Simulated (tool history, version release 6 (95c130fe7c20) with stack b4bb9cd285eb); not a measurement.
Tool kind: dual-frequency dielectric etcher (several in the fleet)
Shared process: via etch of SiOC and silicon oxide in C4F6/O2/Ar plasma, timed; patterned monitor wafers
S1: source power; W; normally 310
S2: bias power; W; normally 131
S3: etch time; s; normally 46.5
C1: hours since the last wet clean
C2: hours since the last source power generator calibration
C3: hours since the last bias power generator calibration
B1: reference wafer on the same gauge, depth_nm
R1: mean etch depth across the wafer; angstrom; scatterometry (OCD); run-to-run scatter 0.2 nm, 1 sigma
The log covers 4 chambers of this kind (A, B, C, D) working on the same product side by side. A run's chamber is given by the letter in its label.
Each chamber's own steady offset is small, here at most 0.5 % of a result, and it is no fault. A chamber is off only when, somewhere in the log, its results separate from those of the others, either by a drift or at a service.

run 1D hour=3.4 | S1=310 S2=131 S3=46.5 | C1=53.6 C2=2259 C3=1779.1 | B1=46.447 | R1=431.96
run 2C hour=7.2 | S1=310 S2=131 S3=46.5 | C1=189.3 C2=1656.5 C3=90.7 | B1=46.366 | R1=426.83
run 3A hour=11.9 | S1=310 S2=131 S3=46.5 | C1=146.3 C2=1376.9 C3=157.9 | B1=46.403 | R1=431.98
run 4B hour=14.3 | S1=310 S2=131 S3=46.5 | C1=385.7 C2=2387.1 C3=444.3 | B1=46.377 | R1=432.22
run 5C hour=18.4 | S1=310 S2=131 S3=46.5 | C1=200.5 C2=1667.7 C3=101.9 | B1=46.456 | R1=433.46
run 6D hour=22.2 | S1=310 S2=131 S3=46.5 | C1=72.4 C2=2277.8 C3=1797.9 | B1=46.404 | R1=430.26
run 7B hour=25.5 | S1=310 S2=131 S3=46.5 | C1=396.9 C2=2398.3 C3=455.5 | B1=46.424 | R1=428.89
run 8A hour=30.1 | S1=310 S2=151 S3=46.5 | C1=164.5 C2=1395.1 C3=176.1 | B1=46.361 | R1=451.42
run 9A hour=32.8 | S1=310 S2=151 S3=46.5 | C1=167.2 C2=1397.8 C3=178.8 | B1=46.441 | R1=449.06
run 10C hour=36.6 | S1=310 S2=151 S3=46.5 | C1=218.7 C2=1685.9 C3=120.1 | B1=46.407 | R1=451.28
run 11B hour=41.4 | S1=310 S2=151 S3=46.5 | C1=412.8 C2=2414.2 C3=471.4 | B1=46.362 | R1=452.51
run 12D hour=44.3 | S1=310 S2=131 S3=46.5 | C1=94.5 C2=2299.9 C3=1820 | B1=46.393 | R1=432.44
run 13B hour=47.8 | S1=310 S2=131 S3=46.5 | C1=419.2 C2=2420.6 C3=477.8 | B1=46.41 | R1=434.08
run 14C hour=51.1 | S1=310 S2=131 S3=46.5 | C1=233.2 C2=1700.4 C3=134.6 | B1=46.355 | R1=427.61
-- hour=53.5 chamber B: wet clean of the chamber
run 15D hour=55 | S1=310 S2=131 S3=46.5 | C1=105.2 C2=2310.6 C3=1830.7 | B1=46.358 | R1=431.51
run 16A hour=58.8 | S1=310 S2=131 S3=46.5 | C1=193.2 C2=1423.8 C3=204.8 | B1=46.449 | R1=428.52
run 17C hour=62.8 | S1=310 S2=131 S3=46.5 | C1=244.9 C2=1712.1 C3=146.3 | B1=46.393 | R1=425.67
run 18A hour=66.8 | S1=250 S2=131 S3=39.5 | C1=201.2 C2=1431.8 C3=212.8 | B1=46.434 | R1=335.82
run 19B hour=70.3 | S1=250 S2=131 S3=39.5 | C1=16.8 C2=2443.1 C3=500.3 | B1=46.47 | R1=353.34
run 20D hour=73.2 | S1=250 S2=131 S3=39.5 | C1=123.4 C2=2328.8 C3=1848.9 | B1=46.408 | R1=336.79
run 21B hour=75.6 | S1=250 S2=131 S3=39.5 | C1=22.1 C2=2448.4 C3=505.6 | B1=46.414 | R1=353.15
run 22D hour=78.6 | S1=380 S2=156 S3=46.5 | C1=128.8 C2=2334.2 C3=1854.3 | B1=46.392 | R1=493.39
run 23C hour=80.9 | S1=380 S2=156 S3=46.5 | C1=263 C2=1730.2 C3=164.4 | B1=46.379 | R1=490.03
run 24A hour=85.2 | S1=380 S2=156 S3=46.5 | C1=219.6 C2=1450.2 C3=231.2 | B1=46.43 | R1=496.15
run 25B hour=88.8 | S1=380 S2=156 S3=46.5 | C1=35.3 C2=2461.6 C3=518.8 | B1=46.406 | R1=517.56
run 26C hour=91.7 | S1=310 S2=131 S3=46.5 | C1=273.8 C2=1741 C3=175.2 | B1=46.389 | R1=427.52
run 27A hour=96.2 | S1=310 S2=131 S3=46.5 | C1=230.6 C2=1461.2 C3=242.2 | B1=46.414 | R1=432.25
run 28D hour=100.9 | S1=310 S2=131 S3=46.5 | C1=151.1 C2=2356.5 C3=1876.6 | B1=46.382 | R1=436.29
run 29B hour=103.5 | S1=310 S2=131 S3=46.5 | C1=50 C2=2476.3 C3=533.5 | B1=46.406 | R1=447.23
run 30A hour=106.2 | S1=310 S2=131 S3=46.5 | C1=240.6 C2=1471.2 C3=252.2 | B1=46.356 | R1=429.01
run 31D hour=110.7 | S1=310 S2=131 S3=46.5 | C1=160.9 C2=2366.3 C3=1886.4 | B1=46.409 | R1=432.15
run 32C hour=114.2 | S1=310 S2=131 S3=46.5 | C1=296.3 C2=1763.5 C3=197.7 | B1=46.398 | R1=428.05
run 33A hour=116.4 | S1=310 S2=131 S3=46.5 | C1=250.8 C2=1481.4 C3=262.4 | B1=46.431 | R1=432.52
run 34B hour=120.6 | S1=310 S2=131 S3=46.5 | C1=67.1 C2=2493.4 C3=550.6 | B1=46.365 | R1=446.19
run 35C hour=125.1 | S1=310 S2=131 S3=59.5 | C1=307.2 C2=1774.4 C3=208.6 | B1=46.347 | R1=546.27
run 36D hour=127.5 | S1=310 S2=131 S3=59.5 | C1=177.7 C2=2383.1 C3=1903.2 | B1=46.331 | R1=552.39
run 37D hour=131.3 | S1=310 S2=131 S3=59.5 | C1=181.5 C2=2386.9 C3=1907 | B1=46.389 | R1=551.2
run 38C hour=134.9 | S1=310 S2=131 S3=59.5 | C1=317 C2=1784.2 C3=218.4 | B1=46.35 | R1=546.48
run 39B hour=138.1 | S1=310 S2=131 S3=46.5 | C1=84.6 C2=2510.9 C3=568.1 | B1=46.394 | R1=451.54
run 40A hour=141.1 | S1=310 S2=131 S3=46.5 | C1=275.5 C2=1506.1 C3=287.1 | B1=46.393 | R1=432.57
run 41B hour=143.8 | S1=310 S2=131 S3=46.5 | C1=90.3 C2=2516.6 C3=573.8 | B1=46.411 | R1=447.19

Decide between three cases: one chamber stands off from its peers, the gauge reading all wafers drifts, or nothing is wrong past each chamber's small offset. Where a chamber is off, say which and what most likely put it there.

A service left chamber B off against the others.
Likeliest cause: etch rate over this chamber's usual, % = 4.22.

Which of the 4 candidates below, each the usual settings with something changed and its results left as question marks, puts chamber B back in line with what the other chambers give on the usual settings?
Maximum distance from the other chambers' mean on the usual settings for a result to count as in line: R1 7.1 angstrom
run 42B-1 hour=147.3 | S1=310 S2=131 S3=46 | R1=?
run 42B-2 hour=147.3 | S1=310 S2=137 S3=46.5 | R1=?
run 42B-3 hour=147.3 | S1=310 S2=131 S3=44.5 | R1=?
run 42B-4 hour=147.3 | S1=310 S2=131 S3=48.5 | R1=?

Average result of the remaining chambers running the usual settings: R1 429.7 angstrom
run=42B-1 R1=442.42
run=42B-2 R1=453.43
run=42B-3 R1=427.99
run=42B-4 R1=466.47
With 42B-3, the chamber falls back in line with the rest.

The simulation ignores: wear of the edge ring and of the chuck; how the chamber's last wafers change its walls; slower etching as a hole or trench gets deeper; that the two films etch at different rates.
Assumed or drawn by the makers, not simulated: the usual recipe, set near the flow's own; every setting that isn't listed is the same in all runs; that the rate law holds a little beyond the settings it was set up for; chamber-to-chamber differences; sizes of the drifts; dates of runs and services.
